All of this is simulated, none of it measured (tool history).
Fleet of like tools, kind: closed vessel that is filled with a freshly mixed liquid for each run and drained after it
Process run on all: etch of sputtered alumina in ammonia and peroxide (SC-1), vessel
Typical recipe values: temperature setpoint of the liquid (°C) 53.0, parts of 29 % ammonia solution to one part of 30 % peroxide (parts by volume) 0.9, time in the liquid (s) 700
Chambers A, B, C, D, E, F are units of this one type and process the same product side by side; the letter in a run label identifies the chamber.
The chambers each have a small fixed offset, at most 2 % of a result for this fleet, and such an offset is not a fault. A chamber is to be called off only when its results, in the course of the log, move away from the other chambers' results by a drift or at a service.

run   hour  temperature setpoint of the liquid (°C)  parts of 29 % ammonia solution to one part of 30 % peroxide (parts by volume)  time in the liquid (s)  hours since the thermometer was replaced  hours since the ammonia flow meter was replaced  hours since the drum of ammonia solution was connected  read-back film thickness of the sputtered alumina reference wafer, read on the same gauge (nm)  thickness taken off the sputtered alumina on a monitor wafer (angstrom)
 1C    7.2                                     53.0                                                                            0.9                     700                                    1306.4                                            158.3                                                   235.5                                                                                          89.982                                                                   564.89
 2A   16.1                                     53.0                                                                            0.9                     700                                    2413.4                                           1033.3                                                   843.1                                                                                          90.002                                                                   555.54
 3D   25.2                                     53.0                                                                            0.9                     700                                     621.3                                           1147.0                                                   170.8                                                                                          90.059                                                                   560.53
 4F   33.7                                     53.0                                                                            0.9                     700                                     159.6                                            678.8                                                   462.4                                                                                          90.034                                                                   556.18
 5B   41.9                                     53.0                                                                            0.9                     560                                    2349.9                                            214.1                                                   390.8                                                                                          89.983                                                                   451.33
 6E   51.9                                     53.0                                                                            0.9                     560                                    1188.7                                            135.7                                                   559.1                                                                                          90.030                                                                   447.73
 7E   58.2                                     53.0                                                                            0.9                     560                                    1195.0                                            142.0                                                   565.4                                                                                          89.980                                                                   447.33
      67.0  -- chamber D: new drum of ammonia solution connected
 8C   67.4                                     53.0                                                                            0.9                     560                                    1366.6                                            218.5                                                   295.7                                                                                          90.023                                                                   456.35
      71.5  -- chamber A: thermometer replaced
 9B   72.1                                     53.0                                                                            0.9                     560                                    2380.1                                            244.3                                                   421.0                                                                                          89.951                                                                   450.15
      76.2  -- chamber A: ammonia flow meter replaced
10A   81.7                                     53.0                                                                            0.9                     560                                      10.3                                              5.5                                                   908.7                                                                                          90.041                                                                   446.41
      82.9  -- chamber F: ammonia flow meter replaced
11F   88.1                                     53.0                                                                            0.9                     700                                     214.0                                              5.3                                                   516.8                                                                                          89.971                                                                   555.14
      93.9  -- chamber D: ammonia flow meter replaced
12D   93.9                                     53.0                                                                            0.9                     700                                     690.0                                              0.1                                                    27.0                                                                                          89.990                                                                   562.49
13A  100.8                                     53.0                                                                            0.9                     700                                      29.4                                             24.6                                                   927.8                                                                                          90.030                                                                   551.82
14E  109.5                                     53.0                                                                            0.9                     700                                    1246.3                                            193.3                                                   616.7                                                                                          90.035                                                                   560.31
15F  114.5                                     53.0                                                                            0.9                     700                                     240.4                                             31.7                                                   543.2                                                                                          89.987                                                                   553.77
16B  119.1                                     53.0                                                                            0.9                     700                                    2427.1                                            291.3                                                   468.0                                                                                          89.959                                                                   563.56
     127.1  -- chamber E: new drum of ammonia solution connected
17C  128.0                                     53.0                                                                            0.9                     700                                    1427.2                                            279.1                                                   356.3                                                                                          89.960                                                                   565.78
18D  138.1                                     53.0                                                                            0.9                     700                                     734.2                                             44.3                                                    71.2                                                                                          90.001                                                                   567.92
19C  146.1                                     53.0                                                                            0.9                     700                                    1445.3                                            297.2                                                   374.4                                                                                          90.015                                                                   566.02
20E  154.3                                     53.0                                                                            0.9                     700                                    1291.1                                            238.1                                                    27.2                                                                                          90.023                                                                   558.90
21F  163.7                                     53.0                                                                            0.9                     700                                     289.6                                             80.9                                                   592.4                                                                                          90.019                                                                   552.42
22B  170.7                                     62.0                                                                            0.9                     700                                    2478.7                                            342.9                                                   519.6                                                                                          89.995                                                                   899.66
23A  177.1                                     62.0                                                                            0.9                     700                                     105.7                                            100.9                                                  1004.1                                                                                          90.026                                                                   895.43
24D  181.9                                     62.0                                                                            0.9                     700                                     778.0                                             88.1                                                   115.0                                                                                          89.988                                                                   913.45
25A  189.5                                     62.0                                                                            0.9                     700                                     118.1                                            113.3                                                  1016.5                                                                                          90.018                                                                   895.36
26F  198.3                                     62.0                                                                            0.9                     700                                     324.2                                            115.5                                                   627.0                                                                                          90.017                                                                   883.08
27C  208.0                                     62.0                                                                            0.9                     700                                    1507.2                                            359.1                                                   436.3                                                                                          89.989                                                                   906.99
28B  213.3                                     53.0                                                                            0.9                     700                                    2521.3                                            385.5                                                   562.2                                                                                          89.986                                                                   560.82
29D  222.8                                     53.0                                                                            0.9                     700                                     818.9                                            129.0                                                   155.9                                                                                          89.967                                                                   576.23
30E  229.4                                     53.0                                                                            0.9                     700                                    1366.2                                            313.2                                                   102.3                                                                                          89.949                                                                   558.59
31C  234.9                                     53.0                                                                            0.9                     700                                    1534.1                                            386.0                                                   463.2                                                                                          89.974                                                                   567.06
32B  239.8                                     53.0                                                                            0.9                     700                                    2547.8                                            412.0                                                   588.7                                                                                          89.939                                                                   563.89
33D  249.7                                     53.0                                                                            0.9                     700                                     845.8                                            155.9                                                   182.8                                                                                          89.994                                                                   578.38
34A  257.0                                     53.0                                                                            1.1                     385                                     185.6                                            180.8                                                  1084.0                                                                                          90.014                                                                   312.49
35F  261.6                                     53.0                                                                            1.1                     385                                     387.5                                            178.8                                                   690.3                                                                                          90.012                                                                   310.26
36E  269.5                                     53.0                                                                            1.1                     385                                    1406.3                                            353.3                                                   142.4                                                                                          90.003                                                                   314.02

Predict what each chamber gives when all 6 of them run the settings below next.
37A  276.7                                     47.5                                                                            0.9                     700                                                                                                                                                                                                                                                                                                                           ?
37B  276.7                                     47.5                                                                            0.9                     700                                                                                                                                                                                                                                                                                                                           ?
37C  276.7                                     47.5                                                                            0.9                     700                                                                                                                                                                                                                                                                                                                           ?
37D  276.7                                     47.5                                                                            0.9                     700                                                                                                                                                                                                                                                                                                                           ?
37E  276.7                                     47.5                                                                            0.9                     700                                                                                                                                                                                                                                                                                                                           ?
37F  276.7                                     47.5                                                                            0.9                     700                                                                                                                                                                                                                                                                                                                           ?

run  thickness taken off the sputtered alumina on a monitor wafer (angstrom)
37A                                                                   410.20
37B                                                                   414.19
37C                                                                   420.47
37D                                                                   426.90
37E                                                                   409.79
37F                                                                   411.92

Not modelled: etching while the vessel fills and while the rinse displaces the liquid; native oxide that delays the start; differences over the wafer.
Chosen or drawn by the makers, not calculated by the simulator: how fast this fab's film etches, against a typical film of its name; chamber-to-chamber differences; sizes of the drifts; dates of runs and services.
